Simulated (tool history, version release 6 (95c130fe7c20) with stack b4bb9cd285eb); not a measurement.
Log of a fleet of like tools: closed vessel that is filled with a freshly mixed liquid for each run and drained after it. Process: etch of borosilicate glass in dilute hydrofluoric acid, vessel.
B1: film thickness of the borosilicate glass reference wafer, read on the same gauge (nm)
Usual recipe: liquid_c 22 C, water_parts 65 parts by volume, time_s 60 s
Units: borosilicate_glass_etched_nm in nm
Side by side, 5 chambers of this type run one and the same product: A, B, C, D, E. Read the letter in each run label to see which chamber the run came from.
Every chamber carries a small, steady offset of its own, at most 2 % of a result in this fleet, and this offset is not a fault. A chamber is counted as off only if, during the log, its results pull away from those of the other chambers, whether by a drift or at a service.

{"run": "1B", "hour": 3.4, "liquid_c": 22, "water_parts": 65, "time_s": 60, "B1": 50.036, "borosilicate_glass_etched_nm": 31.669}
{"run": "2E", "hour": 6.9, "liquid_c": 22, "water_parts": 65, "time_s": 60, "B1": 50.033, "borosilicate_glass_etched_nm": 31.414}
{"run": "3C", "hour": 9.0, "liquid_c": 22, "water_parts": 65, "time_s": 60, "B1": 49.993, "borosilicate_glass_etched_nm": 31.675}
{"run": "4D", "hour": 13.3, "liquid_c": 22, "water_parts": 65, "time_s": 60, "B1": 49.98, "borosilicate_glass_etched_nm": 32.566}
{"run": "5A", "hour": 17.8, "liquid_c": 22, "water_parts": 65, "time_s": 60, "B1": 50.013, "borosilicate_glass_etched_nm": 31.529}
{"run": "6D", "hour": 20.9, "liquid_c": 25.5, "water_parts": 65, "time_s": 45, "B1": 49.976, "borosilicate_glass_etched_nm": 27.758}
{"run": "7C", "hour": 23.2, "liquid_c": 25.5, "water_parts": 65, "time_s": 45, "B1": 49.995, "borosilicate_glass_etched_nm": 27.493}
{"hour": 23.7, "done": "chamber D: hydrofluoric acid flow meter replaced"}
{"run": "8A", "hour": 26.1, "liquid_c": 25.5, "water_parts": 65, "time_s": 45, "B1": 50.031, "borosilicate_glass_etched_nm": 27.214}
{"run": "9E", "hour": 28.9, "liquid_c": 25.5, "water_parts": 65, "time_s": 45, "B1": 50, "borosilicate_glass_etched_nm": 27.545}
{"run": "10B", "hour": 32.3, "liquid_c": 25.5, "water_parts": 65, "time_s": 45, "B1": 49.991, "borosilicate_glass_etched_nm": 27.791}
{"run": "11A", "hour": 34.3, "liquid_c": 22, "water_parts": 90, "time_s": 60, "B1": 50, "borosilicate_glass_etched_nm": 22.043}
{"run": "12B", "hour": 36.4, "liquid_c": 22, "water_parts": 90, "time_s": 60, "B1": 50.024, "borosilicate_glass_etched_nm": 22.331}
{"run": "13C", "hour": 38.5, "liquid_c": 22, "water_parts": 90, "time_s": 60, "B1": 50.017, "borosilicate_glass_etched_nm": 21.803}
{"run": "14E", "hour": 41.7, "liquid_c": 22, "water_parts": 90, "time_s": 60, "B1": 49.967, "borosilicate_glass_etched_nm": 22.441}
{"run": "15D", "hour": 44.3, "liquid_c": 22, "water_parts": 90, "time_s": 60, "B1": 50.006, "borosilicate_glass_etched_nm": 22.265}
{"run": "16A", "hour": 47.3, "liquid_c": 22, "water_parts": 65, "time_s": 60, "B1": 50.019, "borosilicate_glass_etched_nm": 31.263}
{"run": "17C", "hour": 51.3, "liquid_c": 22, "water_parts": 65, "time_s": 60, "B1": 49.992, "borosilicate_glass_etched_nm": 31.59}
{"run": "18B", "hour": 53.9, "liquid_c": 22, "water_parts": 65, "time_s": 60, "B1": 49.982, "borosilicate_glass_etched_nm": 32.15}
{"run": "19D", "hour": 57.0, "liquid_c": 22, "water_parts": 65, "time_s": 60, "B1": 49.972, "borosilicate_glass_etched_nm": 32.334}
{"run": "20E", "hour": 60.3, "liquid_c": 22, "water_parts": 65, "time_s": 60, "B1": 50.022, "borosilicate_glass_etched_nm": 32.025}
{"run": "21D", "hour": 64.5, "liquid_c": 22, "water_parts": 65, "time_s": 60, "B1": 49.981, "borosilicate_glass_etched_nm": 32.449}
{"run": "22C", "hour": 68.0, "liquid_c": 22, "water_parts": 65, "time_s": 60, "B1": 50.035, "borosilicate_glass_etched_nm": 31.556}
{"run": "23E", "hour": 70.0, "liquid_c": 26, "water_parts": 65, "time_s": 60, "B1": 50.003, "borosilicate_glass_etched_nm": 38.172}
{"run": "24A", "hour": 72.9, "liquid_c": 26, "water_parts": 65, "time_s": 60, "B1": 49.977, "borosilicate_glass_etched_nm": 36.618}
{"hour": 74.0, "done": "chamber D: thermometer replaced"}
{"run": "25B", "hour": 76.8, "liquid_c": 26, "water_parts": 65, "time_s": 60, "B1": 49.969, "borosilicate_glass_etched_nm": 37.851}
{"run": "26E", "hour": 79.2, "liquid_c": 26, "water_parts": 65, "time_s": 60, "B1": 50.022, "borosilicate_glass_etched_nm": 37.043}
{"run": "27D", "hour": 82.9, "liquid_c": 26, "water_parts": 65, "time_s": 60, "B1": 50.033, "borosilicate_glass_etched_nm": 37.64}
{"run": "28B", "hour": 87.0, "liquid_c": 22, "water_parts": 90, "time_s": 60, "B1": 50.044, "borosilicate_glass_etched_nm": 22.067}
{"run": "29C", "hour": 90.9, "liquid_c": 22, "water_parts": 90, "time_s": 60, "B1": 49.99, "borosilicate_glass_etched_nm": 22.048}
{"run": "30A", "hour": 93.8, "liquid_c": 22, "water_parts": 90, "time_s": 60, "B1": 49.993, "borosilicate_glass_etched_nm": 22.101}
{"run": "31C", "hour": 98.1, "liquid_c": 22, "water_parts": 90, "time_s": 60, "B1": 50.032, "borosilicate_glass_etched_nm": 22.231}

For the next run the whole fleet of 5 chambers uses the same settings. Give each chamber's results:
{"run": "32A", "hour": 101.3, "liquid_c": 22, "water_parts": 65, "time_s": 60, "borosilicate_glass_etched_nm": "?"}
{"run": "32B", "hour": 101.3, "liquid_c": 22, "water_parts": 65, "time_s": 60, "borosilicate_glass_etched_nm": "?"}
{"run": "32C", "hour": 101.3, "liquid_c": 22, "water_parts": 65, "time_s": 60, "borosilicate_glass_etched_nm": "?"}
{"run": "32D", "hour": 101.3, "liquid_c": 22, "water_parts": 65, "time_s": 60, "borosilicate_glass_etched_nm": "?"}
{"run": "32E", "hour": 101.3, "liquid_c": 22, "water_parts": 65, "time_s": 60, "borosilicate_glass_etched_nm": "?"}

run=32A borosilicate_glass_etched_nm=31.242
run=32B borosilicate_glass_etched_nm=31.603
run=32C borosilicate_glass_etched_nm=31.652
run=32D borosilicate_glass_etched_nm=32.361
run=32E borosilicate_glass_etched_nm=31.695
